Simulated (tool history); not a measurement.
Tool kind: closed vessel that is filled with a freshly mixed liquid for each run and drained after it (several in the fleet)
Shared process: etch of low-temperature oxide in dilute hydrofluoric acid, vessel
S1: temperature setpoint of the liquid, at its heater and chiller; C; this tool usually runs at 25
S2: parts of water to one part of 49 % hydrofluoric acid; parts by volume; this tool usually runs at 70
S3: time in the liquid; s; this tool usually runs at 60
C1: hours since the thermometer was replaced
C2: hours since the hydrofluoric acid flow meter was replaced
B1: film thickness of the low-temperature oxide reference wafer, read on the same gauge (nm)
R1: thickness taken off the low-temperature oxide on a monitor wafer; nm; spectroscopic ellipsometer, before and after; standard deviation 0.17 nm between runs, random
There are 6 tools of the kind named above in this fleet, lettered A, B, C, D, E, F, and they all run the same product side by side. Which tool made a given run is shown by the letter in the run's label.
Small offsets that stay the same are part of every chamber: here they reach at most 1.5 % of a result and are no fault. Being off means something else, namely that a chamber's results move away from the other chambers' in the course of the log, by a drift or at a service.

Run 1E, day 0.229: usual settings; C1 536.5; C2 43.1; B1 29.984. Result: R1 22.216 nm.
Run 2F, day 0.479: usual settings; C1 1074.9; C2 1189.3; B1 29.988. Result: R1 22.395 nm.
Run 3A, day 0.625: usual settings; C1 601.3; C2 1334.8; B1 30.042. Result: R1 22.273 nm.
At day 0.879: chamber A: hydrofluoric acid flow meter replaced.
Run 4D, day 0.9: usual settings; C1 133.2; C2 1171.3; B1 30.047. Result: R1 21.979 nm.
Run 5C, day 1.121: usual settings; C1 2589.5; C2 168.6; B1 29.989. Result: R1 22.402 nm.
Run 6B, day 1.4: usual settings but S3 85 s; C1 569.5; C2 793.5; B1 29.973. Result: R1 31.314 nm.
Run 7B, day 1.675: usual settings but S3 85 s; C1 576.1; C2 800.1; B1 30.033. Result: R1 30.801 nm.
Run 8C, day 1.871: usual settings but S3 85 s; C1 2607.5; C2 186.6; B1 29.991. Result: R1 31.821 nm.
Run 9A, day 2.121: usual settings but S3 85 s; C1 637.2; C2 29.8; B1 29.994. Result: R1 31.793 nm.
Run 10D, day 2.346: usual settings but S3 85 s; C1 167.9; C2 1206; B1 29.986. Result: R1 31.543 nm.
Run 11F, day 2.625: usual settings but S3 85 s; C1 1126.4; C2 1240.8; B1 30.014. Result: R1 31.675 nm.
Run 12E, day 2.888: usual settings; C1 600.3; C2 106.9; B1 29.949. Result: R1 21.973 nm.
Run 13C, day 3.188: usual settings; C1 2639.1; C2 218.2; B1 29.982. Result: R1 22.351 nm.
Run 14E, day 3.321: usual settings; C1 610.7; C2 117.3; B1 29.954. Result: R1 22.435 nm.
At day 3.342: chamber A: thermometer replaced.
Run 15D, day 3.496: usual settings; C1 195.5; C2 1233.6; B1 30.016. Result: R1 21.93 nm.
Run 16A, day 3.654: usual settings; C1 7.6; C2 66.6; B1 30.002. Result: R1 22.183 nm.
Run 17B, day 3.892: usual settings; C1 629.3; C2 853.3; B1 29.994. Result: R1 22.18 nm.
Run 18F, day 4.192: usual settings; C1 1164; C2 1278.4; B1 30.009. Result: R1 22.183 nm.
Run 19F, day 4.371: usual settings; C1 1168.3; C2 1282.7; B1 29.97. Result: R1 22.174 nm.
Run 20D, day 4.508: usual settings but S2 95 parts by volume, S3 85 s; C1 219.8; C2 1257.9; B1 30.017. Result: R1 22.078 nm.
Run 21C, day 4.654: usual settings but S2 95 parts by volume, S3 85 s; C1 2674.3; C2 253.4; B1 30.025. Result: R1 22.568 nm.
At day 4.846: chamber B: hydrofluoric acid flow meter replaced.
Run 22A, day 4.942: usual settings but S2 95 parts by volume, S3 85 s; C1 38.5; C2 97.5; B1 29.976. Result: R1 22.506 nm.
Run 23E, day 5.171: usual settings but S2 95 parts by volume, S3 85 s; C1 655.1; C2 161.7; B1 29.983. Result: R1 22.633 nm.
Run 24B, day 5.425: usual settings but S2 95 parts by volume, S3 85 s; C1 666.1; C2 14; B1 29.994. Result: R1 22.375 nm.
Run 25A, day 5.717: usual settings but S2 95 parts by volume, S3 85 s; C1 57.1; C2 116.1; B1 30.024. Result: R1 22.379 nm.
Run 26E, day 5.954: usual settings; C1 673.9; C2 180.5; B1 30.039. Result: R1 22.115 nm.
Run 27F, day 6.242: usual settings; C1 1213.2; C2 1327.6; B1 30.007. Result: R1 21.816 nm.
Run 28B, day 6.433: usual settings; C1 690.3; C2 38.2; B1 29.989. Result: R1 22.14 nm.
Run 29C, day 6.704: usual settings; C1 2723.5; C2 302.6; B1 29.993. Result: R1 22.778 nm.
At day 6.846: chamber C: thermometer replaced.
Run 30D, day 6.954: usual settings but S2 90 parts by volume, S3 30 s; C1 278.5; C2 1316.6; B1 30.001. Result: R1 8.5533 nm.
Run 31A, day 7.1: usual settings but S2 90 parts by volume, S3 30 s; C1 90.3; C2 149.3; B1 30.005. Result: R1 8.3479 nm.
Run 32B, day 7.229: usual settings but S2 90 parts by volume, S3 30 s; C1 709.4; C2 57.3; B1 30.006. Result: R1 8.2653 nm.
Run 33E, day 7.467: usual settings but S2 90 parts by volume, S3 30 s; C1 710.2; C2 216.8; B1 29.982. Result: R1 8.2762 nm.
Run 34C, day 7.625: usual settings but S2 90 parts by volume, S3 30 s; C1 18.8; C2 324.7; B1 29.992. Result: R1 8.4422 nm.
Run 35F, day 7.783: usual settings but S2 90 parts by volume, S3 30 s; C1 1250.2; C2 1364.6; B1 30.007. Result: R1 8.4231 nm.
Run 36D, day 8.021: usual settings; C1 304.1; C2 1342.2; B1 30.01. Result: R1 23.118 nm.
Run 37A, day 8.242: usual settings; C1 117.7; C2 176.7; B1 29.999. Result: R1 22.427 nm.
Run 38F, day 8.425: usual settings; C1 1265.6; C2 1380; B1 29.967. Result: R1 22.033 nm.
Run 39B, day 8.588: usual settings; C1 742; C2 89.9; B1 29.997. Result: R1 22.125 nm.
Run 40C, day 8.75: usual settings; C1 45.8; C2 351.7; B1 30. Result: R1 22.217 nm.
Run 41E, day 8.983: usual settings; C1 746.6; C2 253.2; B1 29.953. Result: R1 22.208 nm.
Run 42D, day 9.275: usual settings; C1 334.2; C2 1372.3; B1 30.022. Result: R1 23.095 nm.

Which is it: a chamber that has drifted or been left off by a service, a gauge drift common to all chambers, or only each chamber's usual small offset? If a chamber is off, name it and its likeliest cause.

Chamber D drifts away from the others.
Cause: hydrofluoric acid flow above the setpoint (%) = 3.91.
Not necessarily distinguishable in this log from: liquid hotter than its thermometer reads (K).

Which of the 4 candidates below, each the usual settings with something changed and its results left as question marks, puts chamber D back in line with what the other chambers give on the usual settings?
A result is in line if it is within this distance of the other chambers' mean on the usual settings: R1 0.61 nm
Run 43D-1, day 9.492: usual settings but S1 24.5 C, S2 75 parts by volume. Result: R1 ?.
Run 43D-2, day 9.492: usual settings but S1 26 C. Result: R1 ?.
Run 43D-3, day 9.492: usual settings but S1 27 C. Result: R1 ?.
Run 43D-4, day 9.492: usual settings but S1 24 C. Result: R1 ?.

Average result of the remaining chambers running the usual settings: R1 22.227 nm
  run      R1
43D-1  20.918
43D-2  23.997
43D-3  24.989
43D-4  22.115
Change 43D-4 lands the chamber within the allowed miss of the other chambers.
